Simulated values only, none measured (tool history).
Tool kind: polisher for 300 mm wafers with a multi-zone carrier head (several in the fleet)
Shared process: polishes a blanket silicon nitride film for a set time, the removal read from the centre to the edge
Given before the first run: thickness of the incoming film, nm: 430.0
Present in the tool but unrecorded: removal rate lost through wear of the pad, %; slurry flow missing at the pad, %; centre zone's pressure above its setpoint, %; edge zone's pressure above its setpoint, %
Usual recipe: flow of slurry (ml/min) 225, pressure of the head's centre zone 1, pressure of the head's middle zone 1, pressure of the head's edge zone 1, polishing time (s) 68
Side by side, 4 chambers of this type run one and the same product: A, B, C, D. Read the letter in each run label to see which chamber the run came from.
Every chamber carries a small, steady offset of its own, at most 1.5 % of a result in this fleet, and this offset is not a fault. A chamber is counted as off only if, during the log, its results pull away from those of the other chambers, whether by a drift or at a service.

| run | hour | flow of slurry (ml/min) | pressure of the head's centre zone | pressure of the head's middle zone | pressure of the head's edge zone | polishing time (s) | wafers polished on this pad | hours since the slurry nozzle was cleaned | hours since the centre zone pressure was calibrated | hours since the edge zone pressure was calibrated | film removed at the wafer's centre (angstrom) | film removed at mid-radius (angstrom) | film removed at the wafer's edge (angstrom) |
|---|---|---|---|---|---|---|---|---|---|---|---|---|---|
| 1D | 5.5 | 225 | 1 | 1 | 1 | 68 | 454 | 231.2 | 163.7 | 387.4 | 1285.8 | 1296.7 | 1290.7 |
| 2B | 10.3 | 225 | 1 | 1 | 1 | 68 | 388 | 210.6 | 413.9 | 490.1 | 1328.4 | 1324.3 | 1298.6 |
| 3A | 14.1 | 225 | 1 | 1 | 1 | 68 | 372 | 112.1 | 948.7 | 631.2 | 1296.8 | 1298.7 | 1303.5 |
| 4C | 17.8 | 225 | 1 | 1 | 1 | 68 | 656 | 57.7 | 778.7 | 370.9 | 1317 | 1329.2 | 1322.5 |
| 5D | 23.3 | 225 | 1 | 1 | 1 | 68 | 580 | 249 | 181.5 | 405.2 | 1290.5 | 1297.9 | 1294.9 |
|  | 26.7 | chamber A: edge zone pressure recalibrated |
| 6B | 28.8 | 225 | 1 | 1 | 1 | 91 | 518 | 229.1 | 432.4 | 508.6 | 1737.9 | 1770.7 | 1727.6 |
| 7A | 31.8 | 225 | 1 | 1 | 1 | 91 | 497 | 129.8 | 966.4 | 5.2 | 1705.5 | 1763.3 | 1722.2 |
| 8C | 37.3 | 225 | 1 | 1 | 1 | 91 | 793 | 77.2 | 798.2 | 390.4 | 1787.4 | 1747.6 | 1742.5 |
| 9A | 41.1 | 225 | 1 | 1 | 1 | 91 | 562 | 139.1 | 975.7 | 14.5 | 1736.8 | 1724.1 | 1728 |
|  | 44.4 | chamber C: edge zone pressure recalibrated |
| 10D | 45.7 | 225 | 1 | 1 | 1 | 68 | 737 | 271.4 | 203.9 | 427.6 | 1277.4 | 1288.9 | 1291.3 |
| 11C | 49.7 | 175 | 1 | 1 | 1 | 68 | 880 | 89.6 | 810.6 | 5.4 | 1254.9 | 1275 | 1266.1 |
| 12B | 53.5 | 175 | 1 | 1 | 1 | 68 | 692 | 253.8 | 457.1 | 533.3 | 1259 | 1284.3 | 1269.6 |
|  | 54.9 | chamber A: centre zone pressure recalibrated |
| 13D | 58.7 | 175 | 1 | 1 | 1 | 68 | 829 | 284.4 | 216.9 | 440.6 | 1224.4 | 1266 | 1253.8 |
| 14A | 61.4 | 175 | 1 | 1 | 1 | 68 | 705 | 159.4 | 6.6 | 34.8 | 1243.9 | 1235.5 | 1262.9 |
|  | 63.6 | chamber D: worn pad replaced by a new one |
| 15C | 67.1 | 225 | 1 | 1 | 1 | 68 | 1003 | 107 | 828 | 22.8 | 1303.9 | 1291.6 | 1308.9 |
|  | 67.7 | chamber C: worn pad replaced by a new one |
|  | 70.6 | chamber B: slurry nozzle cleaned |
| 16B | 72.2 | 225 | 1 | 1 | 1 | 68 | 823 | 1.7 | 475.8 | 552 | 1299.9 | 1286.1 | 1289.4 |
| 17B | 76.4 | 225 | 1 | 1.07 | 1 | 68 | 853 | 5.9 | 480 | 556.2 | 1283.3 | 1365.6 | 1276.2 |
| 18C | 81.3 | 225 | 1 | 1.07 | 1 | 68 | 95 | 121.2 | 842.2 | 37 | 1304.4 | 1388.5 | 1304.6 |
| 19A | 84.3 | 225 | 1 | 1.07 | 1 | 68 | 866 | 182.3 | 29.5 | 57.7 | 1273.8 | 1388.7 | 1279.4 |
| 20D | 87.7 | 225 | 1 | 1.07 | 1 | 68 | 169 | 313.4 | 245.9 | 469.6 | 1299.3 | 1409.6 | 1302.6 |
| 21B | 92 | 225 | 1 | 1 | 1 | 68 | 962 | 21.5 | 495.6 | 571.8 | 1276.2 | 1249.5 | 1265.5 |
| 22D | 94.5 | 225 | 0.9 | 1 | 1 | 68 | 217 | 320.2 | 252.7 | 476.4 | 1142.8 | 1319.6 | 1294 |
| 23C | 98.6 | 225 | 0.9 | 1 | 1 | 68 | 217 | 138.5 | 859.5 | 54.3 | 1163.9 | 1287.5 | 1307.3 |
| 24A | 103.3 | 225 | 0.9 | 1 | 1 | 68 | 1000 | 201.3 | 48.5 | 76.7 | 1140.8 | 1314.8 | 1289.5 |
| 25A | 107.7 | 225 | 0.9 | 1 | 1 | 68 | 1031 | 205.7 | 52.9 | 81.1 | 1133.8 | 1299.7 | 1296.3 |
| 26D | 112.7 | 225 | 1 | 1 | 1 | 68 | 345 | 338.4 | 270.9 | 494.6 | 1269.9 | 1281 | 1287.9 |
| 27C | 115.3 | 225 | 1 | 1 | 1 | 68 | 334 | 155.2 | 876.2 | 71 | 1298.9 | 1315.3 | 1287.6 |
| 28B | 119.5 | 225 | 1 | 1 | 1 | 68 | 1156 | 49 | 523.1 | 599.3 | 1228.1 | 1247 | 1231.5 |
| 29A | 124.4 | 225 | 1 | 1 | 1 | 68 | 1148 | 222.4 | 69.6 | 97.8 | 1296 | 1276.3 | 1309.3 |
| 30D | 129.2 | 225 | 1 | 1 | 1 | 68 | 461 | 354.9 | 287.4 | 511.1 | 1301.6 | 1312.1 | 1291.4 |
| 31B | 132.2 | 225 | 1 | 1 | 1 | 68 | 1245 | 61.7 | 535.8 | 612 | 1220.7 | 1211.5 | 1212.7 |

What goes on in this fleet: one chamber off, a drifting gauge, or nothing beyond the chambers' own small offsets? Name the chamber and the cause, if any.

One chamber, B, drifts off from the rest bit by bit.
Cause: removal rate lost through wear of the pad, % = 7.02.

Chamber B could run next with any of the 4 candidate recipes listed below; each alters the usual settings, and their results appear as question marks. Which one brings its results back in line with what the other chambers deliver on the usual settings?
To be in line, a result may differ from the other chambers' mean on the usual settings by at most: film removed at the wafer's centre (angstrom) 52; film removed at mid-radius (angstrom) 57; film removed at the wafer's edge (angstrom) 31
| 32B-1 | 136.3 | 225 | 1 | 1 | 0.99 | 61 |  |  |  |  | ? | ? | ? |
| 32B-2 | 136.3 | 225 | 1 | 1 | 0.99 | 64 |  |  |  |  | ? | ? | ? |
| 32B-3 | 136.3 | 225 | 1 | 1 | 1.01 | 73 |  |  |  |  | ? | ? | ? |
| 32B-4 | 136.3 | 225 | 1 | 1 | 1.01 | 76 |  |  |  |  | ? | ? | ? |

Other chambers, usual settings, mean: film removed at the wafer's centre (angstrom) 1295.4; film removed at mid-radius (angstrom) 1304.8; film removed at the wafer's edge (angstrom) 1298.3
| run | film removed at the wafer's centre (angstrom) | film removed at mid-radius (angstrom) | film removed at the wafer's edge (angstrom) |
|---|---|---|---|
| 32B-1 | 1078.2 | 1101.3 | 1080.8 |
| 32B-2 | 1131.2 | 1155.5 | 1134 |
| 32B-3 | 1290.3 | 1317.9 | 1307.2 |
| 32B-4 | 1343.3 | 1372.1 | 1361 |
32B-3 puts the chamber back in line with the other chambers.

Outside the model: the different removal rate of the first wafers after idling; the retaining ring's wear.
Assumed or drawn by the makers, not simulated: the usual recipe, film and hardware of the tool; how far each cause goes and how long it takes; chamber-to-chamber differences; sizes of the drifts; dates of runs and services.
